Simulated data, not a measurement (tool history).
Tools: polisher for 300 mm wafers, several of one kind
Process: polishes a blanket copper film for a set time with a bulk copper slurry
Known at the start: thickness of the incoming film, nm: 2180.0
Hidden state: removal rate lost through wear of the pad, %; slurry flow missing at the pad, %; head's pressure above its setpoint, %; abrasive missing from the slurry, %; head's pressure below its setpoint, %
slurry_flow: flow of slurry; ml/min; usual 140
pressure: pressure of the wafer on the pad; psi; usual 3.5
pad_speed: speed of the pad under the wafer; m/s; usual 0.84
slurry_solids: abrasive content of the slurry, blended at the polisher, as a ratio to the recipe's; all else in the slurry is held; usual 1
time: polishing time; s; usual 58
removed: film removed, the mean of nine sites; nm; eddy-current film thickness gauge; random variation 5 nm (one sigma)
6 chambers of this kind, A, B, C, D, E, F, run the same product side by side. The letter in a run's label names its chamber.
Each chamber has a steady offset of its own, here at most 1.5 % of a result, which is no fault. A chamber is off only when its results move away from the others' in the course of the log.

run	hour	slurry_flow	pressure	pad_speed	slurry_solids	time	wafers polished on this pad	hours since the slurry nozzle was cleaned	hours since the head pressure was calibrated	hours since the slurry blender was calibrated	removed
# hour 0.3: chamber E: slurry nozzle cleaned
# hour 5.7: chamber F: slurry blender recalibrated
1C	6.2	140	3.5	0.84	1	58	719	568.8	526.1	304.9	448.52
# hour 13.1: chamber F: head pressure recalibrated
# hour 16: chamber C: worn pad replaced by a new one
2A	16.3	140	3.5	0.84	1	58	739	395.3	613.1	197.2	453.66
# hour 18.2: chamber D: slurry blender recalibrated
3D	21	140	3.5	0.84	1	58	262	445.1	287.4	2.9	443.86
4F	27.6	140	3.5	0.84	1	58	472	183.8	14.6	21.9	458.24
5E	36.1	140	3.5	0.84	1	58	1002	35.9	1216.2	132.9	453.15
# hour 44.1: chamber B: slurry blender recalibrated
6B	46.3	140	3.5	0.84	1	58	598	474.8	669.2	2.2	457.24
# hour 49.9: chamber D: slurry nozzle cleaned
7E	52.4	140	3.5	0.84	1	42	1150	52.2	1232.5	149.2	328.47
# hour 52.8: chamber B: worn pad replaced by a new one
# hour 54.2: chamber A: worn pad replaced by a new one
# hour 60: chamber B: head pressure recalibrated
8F	60.5	140	3.5	0.84	1	42	770	216.7	47.5	54.8	328.34
# hour 62.4: chamber F: worn pad replaced by a new one
9A	69.9	140	3.5	0.84	1	42	142	448.9	666.7	250.8	322.53
10B	80.5	140	3.5	0.84	1	42	251	509	20.5	36.4	320.98
11C	89.1	140	3.5	0.84	1	42	662	651.7	609	387.8	326.38
# hour 89.7: chamber C: worn pad replaced by a new one
12D	95.4	140	3.5	0.84	1	42	936	45.6	361.8	77.3	327.21
# hour 101: chamber A: slurry blender recalibrated
13D	106.1	140	3.5	0.84	1	58	1033	56.3	372.5	88	457.63
# hour 109.5: chamber E: worn pad replaced by a new one
# hour 110.5: chamber C: slurry blender recalibrated
14F	112.3	140	3.5	0.84	1	58	452	268.5	99.3	106.6	449.4
# hour 115.6: chamber B: worn pad replaced by a new one
15C	117.3	140	3.5	0.7	1.1	58	250	679.9	637.2	6.8	379.81
# hour 122.8: chamber E: head pressure recalibrated
# hour 123.2: chamber A: head pressure recalibrated
16B	124	140	3.5	0.7	1.1	58	76	552.5	64	79.9	385.3
17A	133.3	140	3.5	0.7	1.1	58	716	512.3	10.1	32.4	391.45
18E	139.1	140	3.5	0.7	1.1	58	268	138.9	16.3	235.9	359.69
# hour 142.3: chamber B: slurry blender recalibrated
# hour 145.5: chamber F: slurry blender recalibrated
19F	147.1	140	3.5	0.7	1.1	58	767	303.3	134.1	1.7	382.89
# hour 147.9: chamber D: worn pad replaced by a new one
20A	155.5	140	3.5	0.7	1.1	58	917	534.5	32.3	54.6	380.86
# hour 160.9: chamber F: worn pad replaced by a new one
21C	164.3	140	3.5	0.84	1	58	675	726.9	684.2	53.8	448.59
# hour 167.1: chamber F: slurry nozzle cleaned
22D	169.5	140	3.5	0.84	1	58	196	119.7	435.9	151.4	450
23E	174.7	140	3.5	0.84	1	58	591	174.5	51.9	271.5	415.77
# hour 177.4: chamber A: worn pad replaced by a new one
# hour 181.7: chamber C: worn pad replaced by a new one
24B	182.8	140	3.5	0.84	1	58	608	611.3	122.8	40.6	447.45
# hour 188: chamber B: worn pad replaced by a new one
25A	188.4	140	3.5	0.84	1	58	99	567.4	65.2	87.5	453.8
# hour 193.4: chamber E: slurry blender recalibrated
26C	198.7	140	2.5	0.84	0.85	58	154	761.3	718.6	88.2	313.71
# hour 205.3: chamber D: slurry blender recalibrated
27F	206.8	140	2.5	0.84	0.85	58	415	39.7	193.8	61.4	315.86
28E	212.8	140	2.5	0.84	0.85	58	935	212.6	90	19.4	288.48
29B	219.6	140	2.5	0.84	0.85	58	286	648.1	159.6	77.4	314.02
# hour 221.1: chamber D: head pressure recalibrated
30D	229.1	140	2.5	0.84	0.85	58	735	179.3	8.1	23.9	307.47
31B	235.3	140	2.5	0.84	0.85	58	428	663.8	175.3	93.1	309.47
# hour 244.2: chamber F: worn pad replaced by a new one
32A	244.5	140	3.5	0.84	1	58	607	623.5	121.3	143.6	444.5
# hour 253.3: chamber B: slurry blender recalibrated
33D	255.1	140	3.5	0.84	1	58	970	205.3	34.1	49.9	450.24
# hour 258.2: chamber E: worn pad replaced by a new one
# hour 262.5: chamber B: worn pad replaced by a new one
34E	264.1	140	3.5	0.84	1	58	53	263.9	141.3	70.7	421.07
# hour 265.3: chamber C: worn pad replaced by a new one
35F	270.3	140	3	1.14	1	58	237	103.2	257.3	124.9	528.56
36C	279.8	140	3	1.14	1	58	131	842.4	799.7	169.3	530.54
# hour 288.8: chamber F: slurry blender recalibrated
37A	289.8	140	3	1.14	1	58	1017	668.8	166.6	188.9	514.79
38B	298.4	140	3	1.14	1	58	325	726.9	238.4	45.1	542.06
39F	306.1	140	3	1.14	1	58	561	139	293.1	17.3	519.02
# hour 312.3: chamber D: worn pad replaced by a new one
40E	315	140	3	1.14	1	58	514	314.8	192.2	121.6	484.01
# hour 318.7: chamber C: slurry nozzle cleaned
41D	320.1	140	3.5	0.84	1	58	70	270.3	99.1	114.9	443.88
42C	328	140	3.5	0.84	1	58	568	9.4	847.9	217.5	452.75
43D	333.3	140	3.5	0.84	1	58	190	283.5	112.3	128.1	442.22

Next, every chamber runs the same settings. What will each give?
44A	341	140	3.5	0.84	1	58					?
44B	341	140	3.5	0.84	1	58					?
44C	341	140	3.5	0.84	1	58					?
44D	341	140	3.5	0.84	1	58					?
44E	341	140	3.5	0.84	1	58					?
44F	341	140	3.5	0.84	1	58					?

run	removed
44A	444.9
44B	464.45
44C	446.76
44D	448.96
44E	414.19
44F	451.51
